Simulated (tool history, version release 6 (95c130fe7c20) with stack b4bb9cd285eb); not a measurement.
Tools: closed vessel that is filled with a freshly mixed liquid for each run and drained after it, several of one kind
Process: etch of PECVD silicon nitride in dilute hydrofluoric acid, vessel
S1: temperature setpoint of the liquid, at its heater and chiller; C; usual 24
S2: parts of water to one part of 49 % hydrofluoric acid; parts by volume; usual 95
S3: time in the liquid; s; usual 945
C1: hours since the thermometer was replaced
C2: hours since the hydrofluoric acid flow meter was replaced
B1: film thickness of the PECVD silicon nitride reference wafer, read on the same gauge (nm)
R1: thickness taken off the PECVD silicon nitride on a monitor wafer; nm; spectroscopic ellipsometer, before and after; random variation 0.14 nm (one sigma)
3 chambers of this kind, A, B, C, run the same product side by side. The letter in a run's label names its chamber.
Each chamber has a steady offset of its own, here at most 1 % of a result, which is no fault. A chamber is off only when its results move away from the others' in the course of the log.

run 1C hour=5.8 | S1=24 S2=95 S3=945 | C1=474.8 C2=252.1 | B1=109.97 | R1=24.792
run 2A hour=10.8 | S1=24 S2=95 S3=945 | C1=1106.7 C2=359.6 | B1=109.99 | R1=25.22
run 3B hour=17.3 | S1=24 S2=95 S3=945 | C1=660.8 C2=1587.8 | B1=110 | R1=25.351
run 4A hour=24.4 | S1=24 S2=95 S3=945 | C1=1120.3 C2=373.2 | B1=109.97 | R1=25.062
run 5B hour=30 | S1=28 S2=135 S3=945 | C1=673.5 C2=1600.5 | B1=110.04 | R1=23.143
run 6C hour=37.2 | S1=28 S2=135 S3=945 | C1=506.2 C2=283.5 | B1=109.99 | R1=22.468
run 7B hour=43.1 | S1=28 S2=135 S3=945 | C1=686.6 C2=1613.6 | B1=109.98 | R1=23.172
run 8A hour=48.4 | S1=24 S2=95 S3=945 | C1=1144.3 C2=397.2 | B1=110 | R1=25.202
run 9C hour=53.4 | S1=24 S2=95 S3=945 | C1=522.4 C2=299.7 | B1=110 | R1=24.863
run 10B hour=57.6 | S1=24 S2=70 S3=410 | C1=701.1 C2=1628.1 | B1=110 | R1=14.673
run 11A hour=63.6 | S1=24 S2=70 S3=410 | C1=1159.5 C2=412.4 | B1=109.99 | R1=14.514
-- hour=67.4 chamber A: hydrofluoric acid flow meter replaced
run 12C hour=70.4 | S1=24 S2=70 S3=410 | C1=539.4 C2=316.7 | B1=110 | R1=14.472
run 13C hour=73.7 | S1=24 S2=95 S3=945 | C1=542.7 C2=320 | B1=110.01 | R1=24.801
run 14A hour=79 | S1=20 S2=95 S3=945 | C1=1174.9 C2=11.7 | B1=110.01 | R1=19.19
run 15B hour=84.7 | S1=20 S2=95 S3=945 | C1=728.2 C2=1655.2 | B1=110 | R1=19.188
run 16C hour=90.9 | S1=20 S2=95 S3=945 | C1=559.9 C2=337.2 | B1=110 | R1=18.643
run 17B hour=96.5 | S1=19 S2=95 S3=680 | C1=740 C2=1667 | B1=110.03 | R1=12.992
run 18A hour=102.3 | S1=19 S2=95 S3=680 | C1=1198.2 C2=35 | B1=110.01 | R1=13.043
run 19C hour=109.7 | S1=19 S2=95 S3=680 | C1=578.7 C2=356 | B1=110 | R1=12.585
run 20B hour=116.1 | S1=28 S2=95 S3=945 | C1=759.6 C2=1686.6 | B1=110.01 | R1=32.723
run 21A hour=121.2 | S1=28 S2=95 S3=945 | C1=1217.1 C2=53.9 | B1=110.01 | R1=32.887
run 22A hour=126.1 | S1=28 S2=95 S3=945 | C1=1222 C2=58.8 | B1=110.03 | R1=32.838
run 23C hour=132.9 | S1=19.5 S2=125 S3=945 | C1=601.9 C2=379.2 | B1=109.99 | R1=13.608
run 24B hour=137.8 | S1=19.5 S2=125 S3=945 | C1=781.3 C2=1708.3 | B1=110 | R1=14.223
run 25A hour=143.2 | S1=19.5 S2=125 S3=945 | C1=1239.1 C2=75.9 | B1=110 | R1=14.369
run 26C hour=147.8 | S1=24 S2=95 S3=945 | C1=616.8 C2=394.1 | B1=110 | R1=24.164
run 27B hour=154.9 | S1=24 S2=95 S3=945 | C1=798.4 C2=1725.4 | B1=109.98 | R1=25.213
run 28B hour=158.7 | S1=24 S2=95 S3=945 | C1=802.2 C2=1729.2 | B1=109.99 | R1=25.172
run 29A hour=162.4 | S1=24 S2=95 S3=945 | C1=1258.3 C2=95.1 | B1=109.99 | R1=25.305
run 30C hour=166.5 | S1=24 S2=95 S3=945 | C1=635.5 C2=412.8 | B1=109.98 | R1=23.98
run 31C hour=172.9 | S1=24 S2=95 S3=945 | C1=641.9 C2=419.2 | B1=109.98 | R1=23.894
run 32B hour=178.1 | S1=24 S2=95 S3=945 | C1=821.6 C2=1748.6 | B1=110.01 | R1=25.491
run 33A hour=182.5 | S1=24 S2=55 S3=1160 | C1=1278.4 C2=115.2 | B1=109.99 | R1=52.182

Next, every chamber runs the same settings. What will each give?
run 34A hour=188 | S1=24 S2=95 S3=945 | R1=?
run 34B hour=188 | S1=24 S2=95 S3=945 | R1=?
run 34C hour=188 | S1=24 S2=95 S3=945 | R1=?

run=34A R1=25.293
run=34B R1=25.413
run=34C R1=23.937
